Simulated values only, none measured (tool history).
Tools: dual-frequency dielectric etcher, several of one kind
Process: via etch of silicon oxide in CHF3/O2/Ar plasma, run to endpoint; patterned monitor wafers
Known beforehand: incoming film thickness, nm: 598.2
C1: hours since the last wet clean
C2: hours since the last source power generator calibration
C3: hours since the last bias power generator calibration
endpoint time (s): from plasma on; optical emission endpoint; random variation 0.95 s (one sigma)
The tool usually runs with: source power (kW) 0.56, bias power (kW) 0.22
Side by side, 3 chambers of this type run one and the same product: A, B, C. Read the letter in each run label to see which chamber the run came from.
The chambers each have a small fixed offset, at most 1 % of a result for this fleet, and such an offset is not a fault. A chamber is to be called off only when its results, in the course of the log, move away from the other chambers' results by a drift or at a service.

run 1B hour=6.1 | source_power_(kW)=0.56 bias_power_(kW)=0.22 | C1=405.9 C2=700.4 C3=2978.6 | endpoint_time_(s)=286.73
run 2C hour=9.8 | source_power_(kW)=0.56 bias_power_(kW)=0.22 | C1=193.6 C2=782.2 C3=2357.3 | endpoint_time_(s)=290.4
run 3A hour=15.4 | source_power_(kW)=0.56 bias_power_(kW)=0.22 | C1=182.1 C2=1401.5 C3=2230.9 | endpoint_time_(s)=289.35
run 4B hour=20.1 | source_power_(kW)=0.56 bias_power_(kW)=0.22 | C1=419.9 C2=714.4 C3=2992.6 | endpoint_time_(s)=288.84
-- hour=21.6 chamber B: wet clean of the chamber
run 5C hour=24.3 | source_power_(kW)=0.56 bias_power_(kW)=0.22 | C1=208.1 C2=796.7 C3=2371.8 | endpoint_time_(s)=288.6
run 6A hour=28.3 | source_power_(kW)=0.56 bias_power_(kW)=0.22 | C1=195 C2=1414.4 C3=2243.8 | endpoint_time_(s)=290.87
run 7A hour=32.5 | source_power_(kW)=0.56 bias_power_(kW)=0.22 | C1=199.2 C2=1418.6 C3=2248 | endpoint_time_(s)=289.92
run 8B hour=40.3 | source_power_(kW)=0.56 bias_power_(kW)=0.22 | C1=18.7 C2=734.6 C3=3012.8 | endpoint_time_(s)=288.06
run 9C hour=45.8 | source_power_(kW)=0.46 bias_power_(kW)=0.194 | C1=229.6 C2=818.2 C3=2393.3 | endpoint_time_(s)=328.64
run 10B hour=53.4 | source_power_(kW)=0.46 bias_power_(kW)=0.194 | C1=31.8 C2=747.7 C3=3025.9 | endpoint_time_(s)=324.67
run 11C hour=59.8 | source_power_(kW)=0.46 bias_power_(kW)=0.194 | C1=243.6 C2=832.2 C3=2407.3 | endpoint_time_(s)=328.86
run 12A hour=65.4 | source_power_(kW)=0.56 bias_power_(kW)=0.22 | C1=232.1 C2=1451.5 C3=2280.9 | endpoint_time_(s)=289.71
run 13A hour=72.1 | source_power_(kW)=0.56 bias_power_(kW)=0.22 | C1=238.8 C2=1458.2 C3=2287.6 | endpoint_time_(s)=289.63
run 14B hour=79.5 | source_power_(kW)=0.56 bias_power_(kW)=0.22 | C1=57.9 C2=773.8 C3=3052 | endpoint_time_(s)=288.63
run 15C hour=86.7 | source_power_(kW)=0.56 bias_power_(kW)=0.22 | C1=270.5 C2=859.1 C3=2434.2 | endpoint_time_(s)=289.13
run 16C hour=91.8 | source_power_(kW)=0.56 bias_power_(kW)=0.22 | C1=275.6 C2=864.2 C3=2439.3 | endpoint_time_(s)=290.08
run 17A hour=99.3 | source_power_(kW)=0.56 bias_power_(kW)=0.22 | C1=266 C2=1485.4 C3=2314.8 | endpoint_time_(s)=290.98
run 18B hour=103 | source_power_(kW)=0.56 bias_power_(kW)=0.22 | C1=81.4 C2=797.3 C3=3075.5 | endpoint_time_(s)=286.03
run 19A hour=108.5 | source_power_(kW)=0.56 bias_power_(kW)=0.22 | C1=275.2 C2=1494.6 C3=2324 | endpoint_time_(s)=291.04
run 20C hour=115.2 | source_power_(kW)=0.56 bias_power_(kW)=0.22 | C1=299 C2=887.6 C3=2462.7 | endpoint_time_(s)=289.47
run 21B hour=122.9 | source_power_(kW)=0.56 bias_power_(kW)=0.22 | C1=101.3 C2=817.2 C3=3095.4 | endpoint_time_(s)=285.73
run 22B hour=130.2 | source_power_(kW)=0.56 bias_power_(kW)=0.22 | C1=108.6 C2=824.5 C3=3102.7 | endpoint_time_(s)=288.06
run 23C hour=135 | source_power_(kW)=0.56 bias_power_(kW)=0.22 | C1=318.8 C2=907.4 C3=2482.5 | endpoint_time_(s)=290.29
run 24A hour=140.8 | source_power_(kW)=0.56 bias_power_(kW)=0.22 | C1=307.5 C2=1526.9 C3=2356.3 | endpoint_time_(s)=292.39
run 25C hour=148 | source_power_(kW)=0.56 bias_power_(kW)=0.22 | C1=331.8 C2=920.4 C3=2495.5 | endpoint_time_(s)=290.42
run 26A hour=152.7 | source_power_(kW)=0.46 bias_power_(kW)=0.274 | C1=319.4 C2=1538.8 C3=2368.2 | endpoint_time_(s)=291.94
run 27B hour=158 | source_power_(kW)=0.46 bias_power_(kW)=0.274 | C1=136.4 C2=852.3 C3=3130.5 | endpoint_time_(s)=285.35
run 28B hour=166.1 | source_power_(kW)=0.46 bias_power_(kW)=0.274 | C1=144.5 C2=860.4 C3=3138.6 | endpoint_time_(s)=287.52
run 29C hour=171.2 | source_power_(kW)=0.56 bias_power_(kW)=0.22 | C1=355 C2=943.6 C3=2518.7 | endpoint_time_(s)=290.01
run 30A hour=176.5 | source_power_(kW)=0.56 bias_power_(kW)=0.22 | C1=343.2 C2=1562.6 C3=2392 | endpoint_time_(s)=297.83
run 31C hour=180.3 | source_power_(kW)=0.56 bias_power_(kW)=0.22 | C1=364.1 C2=952.7 C3=2527.8 | endpoint_time_(s)=290.39
run 32B hour=186 | source_power_(kW)=0.7 bias_power_(kW)=0.22 | C1=164.4 C2=880.3 C3=3158.5 | endpoint_time_(s)=263.19
run 33A hour=190.5 | source_power_(kW)=0.7 bias_power_(kW)=0.22 | C1=357.2 C2=1576.6 C3=2406 | endpoint_time_(s)=274.99
run 34C hour=198.5 | source_power_(kW)=0.7 bias_power_(kW)=0.22 | C1=382.3 C2=970.9 C3=2546 | endpoint_time_(s)=265.97
run 35B hour=205.2 | source_power_(kW)=0.56 bias_power_(kW)=0.22 | C1=183.6 C2=899.5 C3=3177.7 | endpoint_time_(s)=288.98
run 36A hour=212.8 | source_power_(kW)=0.56 bias_power_(kW)=0.22 | C1=379.5 C2=1598.9 C3=2428.3 | endpoint_time_(s)=302.02
run 37A hour=219.5 | source_power_(kW)=0.56 bias_power_(kW)=0.22 | C1=386.2 C2=1605.6 C3=2435 | endpoint_time_(s)=302.29
run 38C hour=224.1 | source_power_(kW)=0.56 bias_power_(kW)=0.22 | C1=407.9 C2=996.5 C3=2571.6 | endpoint_time_(s)=289.1
run 39B hour=228.1 | source_power_(kW)=0.56 bias_power_(kW)=0.22 | C1=206.5 C2=922.4 C3=3200.6 | endpoint_time_(s)=287.22
run 40B hour=236 | source_power_(kW)=0.56 bias_power_(kW)=0.22 | C1=214.4 C2=930.3 C3=3208.5 | endpoint_time_(s)=288.61

Has any chamber moved away from the others, gradually or after a service, or does the common gauge drift, or do the chambers differ only by their own small steady offsets? State the chamber and the most likely cause if one applies.

One chamber, A, drifts off from the rest bit by bit.
Likeliest cause: etch rate under this chamber's usual, % = 4.66.

Below are 4 candidate recipes for chamber A's next run, each the usual settings with a change, their results shown as question marks. Which of them brings A's results back in line with what the other chambers give on the usual settings?
Allowed miss from the other chambers' usual-settings mean, per result, to count as in line: endpoint time (s) 3.3
run 41A-1 hour=241.9 | source_power_(kW)=0.63 bias_power_(kW)=0.22 | endpoint_time_(s)=?
run 41A-2 hour=241.9 | source_power_(kW)=0.58 bias_power_(kW)=0.226 | endpoint_time_(s)=?
run 41A-3 hour=241.9 | source_power_(kW)=0.56 bias_power_(kW)=0.208 | endpoint_time_(s)=?
run 41A-4 hour=241.9 | source_power_(kW)=0.52 bias_power_(kW)=0.206 | endpoint_time_(s)=?

Other chambers, usual settings, mean: endpoint time (s) 289.05
run=41A-1 endpoint_time_(s)=290.38
run=41A-2 endpoint_time_(s)=296.64
run=41A-3 endpoint_time_(s)=309.4
run=41A-4 endpoint_time_(s)=319.13
Change 41A-1 lands the chamber within the allowed miss of the other chambers.

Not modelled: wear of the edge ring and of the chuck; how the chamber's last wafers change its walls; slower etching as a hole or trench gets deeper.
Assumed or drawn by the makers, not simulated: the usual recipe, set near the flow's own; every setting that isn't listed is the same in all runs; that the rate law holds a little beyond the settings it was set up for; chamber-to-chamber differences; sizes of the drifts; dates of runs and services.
